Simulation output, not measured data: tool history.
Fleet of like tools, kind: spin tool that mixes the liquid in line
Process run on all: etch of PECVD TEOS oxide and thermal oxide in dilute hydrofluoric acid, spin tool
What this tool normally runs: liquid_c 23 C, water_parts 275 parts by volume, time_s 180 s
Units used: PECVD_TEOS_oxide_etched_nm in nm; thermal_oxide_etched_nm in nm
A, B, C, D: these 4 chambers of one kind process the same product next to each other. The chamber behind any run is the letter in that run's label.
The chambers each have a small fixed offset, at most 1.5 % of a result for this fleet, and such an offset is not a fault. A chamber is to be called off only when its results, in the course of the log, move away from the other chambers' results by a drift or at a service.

run     day  liquid_c  water_parts  time_s  hours since the thermometer was replaced  hours since the hydrofluoric acid flow meter was replaced  read-back film thickness of the PECVD TEOS oxide reference wafer, read on the same gauge (nm)  read-back film thickness of the thermal oxide reference wafer, read on the same gauge (nm)  PECVD_TEOS_oxide_etched_nm  thermal_oxide_etched_nm
 1B   0.238        23          275     180                                    1581.3                                                     1168.3                                                                                         70.001                                                                                      119.99                      7.3124                   2.5575
 2C   0.412        23          275     180                                     626.4                                                       47.8                                                                                             70                                                                                      120.01                      7.1938                   2.5572
 3D   0.692        23          275     180                                     144.8                                                      973.9                                                                                         70.006                                                                                      119.99                      7.0433                   2.5032
 4A   0.954        23          275     180                                     410.9                                                      514.9                                                                                         69.997                                                                                      120.01                      7.1588                   2.5195
 5B   1.196        23          275     180                                    1604.3                                                     1191.3                                                                                         69.994                                                                                      120.03                      7.1308                   2.5646
 6D   1.442        23          275     180                                     162.8                                                      991.9                                                                                         69.979                                                                                      119.95                      7.0648                    2.549
 7C   1.688        23          275     180                                       657                                                       78.4                                                                                         70.005                                                                                      120.03                      7.1264                   2.5576
 8A   2.062        23          275     180                                     437.5                                                      541.5                                                                                         70.006                                                                                      120.01                      7.1246                   2.5382
      2.154  -- chamber B: hydrofluoric acid flow meter replaced
 9C    2.25        23          275     180                                     670.5                                                       91.9                                                                                         69.997                                                                                      120.03                      7.2081                   2.5213
10A   2.558        23          275     180                                     449.4                                                      553.4                                                                                          69.98                                                                                      119.98                      7.3065                   2.5226
11B   2.821        23          275     180                                    1643.3                                                         16                                                                                          69.99                                                                                      119.95                      7.1016                   2.5675
12D   3.179        23          275     180                                     204.5                                                     1033.6                                                                                         70.002                                                                                         120                      7.1161                   2.5419
13C   3.525        23          275     180                                     701.1                                                      122.5                                                                                          69.96                                                                                      120.01                      7.1204                   2.5501
14D   3.833        23          275     180                                     220.2                                                     1049.3                                                                                         70.017                                                                                      120.01                      7.0592                   2.5794
15A   4.071        23          275     180                                     485.7                                                      589.7                                                                                         69.976                                                                                      120.04                      7.1989                   2.4891
16B   4.388        23          275     180                                    1680.9                                                       53.6                                                                                         70.006                                                                                      119.99                      7.1418                   2.5257
17A   4.762      26.5          275     245                                     502.3                                                      606.3                                                                                         69.992                                                                                      120.03                      10.786                    3.794
18B   5.121      26.5          275     245                                    1698.5                                                       71.2                                                                                         69.972                                                                                      120.03                       10.89                   3.9008
19D   5.492      26.5          275     245                                       260                                                     1089.1                                                                                         69.971                                                                                      119.98                      10.964                   3.9622
20C   5.862      26.5          275     245                                     757.2                                                      178.6                                                                                         70.017                                                                                      119.99                      10.833                   3.8961
21B   6.192        23          275     180                                    1724.2                                                       96.9                                                                                         70.002                                                                                      120.01                      7.2107                   2.5318
22C   6.404        23          275     180                                     770.2                                                      191.6                                                                                         70.008                                                                                      119.98                      7.1252                   2.5508
23D   6.667        23          275     180                                     288.2                                                     1117.3                                                                                         69.993                                                                                         120                      7.1011                   2.5792
24A   7.033        23          275     180                                     556.8                                                      660.8                                                                                         70.004                                                                                         120                      6.8914                   2.4411
25D   7.242        23          275     180                                       302                                                     1131.1                                                                                         70.004                                                                                      120.01                       7.154                   2.5734
26B   7.529        23          275     180                                    1756.3                                                        129                                                                                         70.032                                                                                      120.01                      7.1103                   2.5493
27C   7.788      26.5          275     180                                     803.4                                                      224.8                                                                                         69.992                                                                                      119.97                      7.9874                   2.8404
28A   8.142      26.5          275     180                                     583.4                                                      687.4                                                                                          69.99                                                                                      120.03                      7.7075                   2.7597
29C   8.338      26.5          275     180                                     816.6                                                        238                                                                                             70                                                                                      119.97                      8.0836                   2.8756
30B   8.579      26.5          275     180                                    1781.5                                                      154.2                                                                                         69.971                                                                                      120.02                      8.0062                   2.8606
31D   8.788        23          275     180                                     339.1                                                     1168.2                                                                                         69.989                                                                                      119.99                      7.0634                   2.5436
32A    8.95        23          275     180                                     602.8                                                      706.8                                                                                         69.994                                                                                      119.97                      6.8084                   2.4527
33B   9.292        23          275     180                                    1798.6                                                      171.3                                                                                         69.963                                                                                      119.97                      7.1047                   2.5529
34C   9.571        23          275     180                                     846.2                                                      267.6                                                                                         69.993                                                                                      119.98                      7.1232                   2.5693
35D   9.825        23          275     180                                       364                                                     1193.1                                                                                         69.993                                                                                      119.99                      7.0385                   2.5568
36A  10.129        23          275     180                                     631.1                                                      735.1                                                                                         69.974                                                                                      119.97                       6.896                   2.3848
37D  10.342        23          275     180                                     376.4                                                     1205.5                                                                                         69.984                                                                                         120                      7.0927                   2.5722
38C  10.583        23          275     180                                     870.5                                                      291.9                                                                                         70.003                                                                                         120                      7.0991                   2.5507
39B  10.858        23          275     180                                    1836.2                                                      208.9                                                                                         70.012                                                                                      119.97                      7.0493                   2.5438
40A  11.142        23          275     180                                     655.4                                                      759.4                                                                                         69.985                                                                                      120.01                      6.6597                   2.3714
41B  11.392        23          275     180                                      1849                                                      221.7                                                                                          69.99                                                                                      119.99                      7.1994                   2.5307

One chamber off, gauge drift, or nothing amiss beyond the chambers' own small offsets? If it is a chamber, which one, and what is the likeliest cause?

It is chamber A that slowly wanders off from its peers.
Cause: liquid colder than its thermometer reads (K) = 1.84.
Not necessarily distinguishable in this log from: hydrofluoric acid flow below the setpoint (%).

Which of the 4 candidates below, each the usual settings with something changed and its results left as question marks, puts chamber A back in line with what the other chambers give on the usual settings?
In-line tolerance around the mean of the other chambers on the usual settings: PECVD_TEOS_oxide_etched_nm 0.24 nm; thermal_oxide_etched_nm 0.073 nm
42A-1  11.667        23          290     165                                                                                                                                                                                                                                                                                                                           ?                        ?
42A-2  11.667        23          260     195                                                                                                                                                                                                                                                                                                                           ?                        ?
42A-3  11.667        23          285     175                                                                                                                                                                                                                                                                                                                           ?                        ?
42A-4  11.667        23          265     185                                                                                                                                                                                                                                                                                                                           ?                        ?

Mean of the other chambers on the usual settings: PECVD_TEOS_oxide_etched_nm 7.1402 nm; thermal_oxide_etched_nm 2.5488 nm
  run  PECVD_TEOS_oxide_etched_nm  thermal_oxide_etched_nm
42A-1                      5.7171                   2.0212
42A-2                      7.7494                   2.7396
42A-3                      6.1986                   2.1914
42A-4                      7.1792                   2.5381
It is 42A-4 that realigns the chamber with its peers.

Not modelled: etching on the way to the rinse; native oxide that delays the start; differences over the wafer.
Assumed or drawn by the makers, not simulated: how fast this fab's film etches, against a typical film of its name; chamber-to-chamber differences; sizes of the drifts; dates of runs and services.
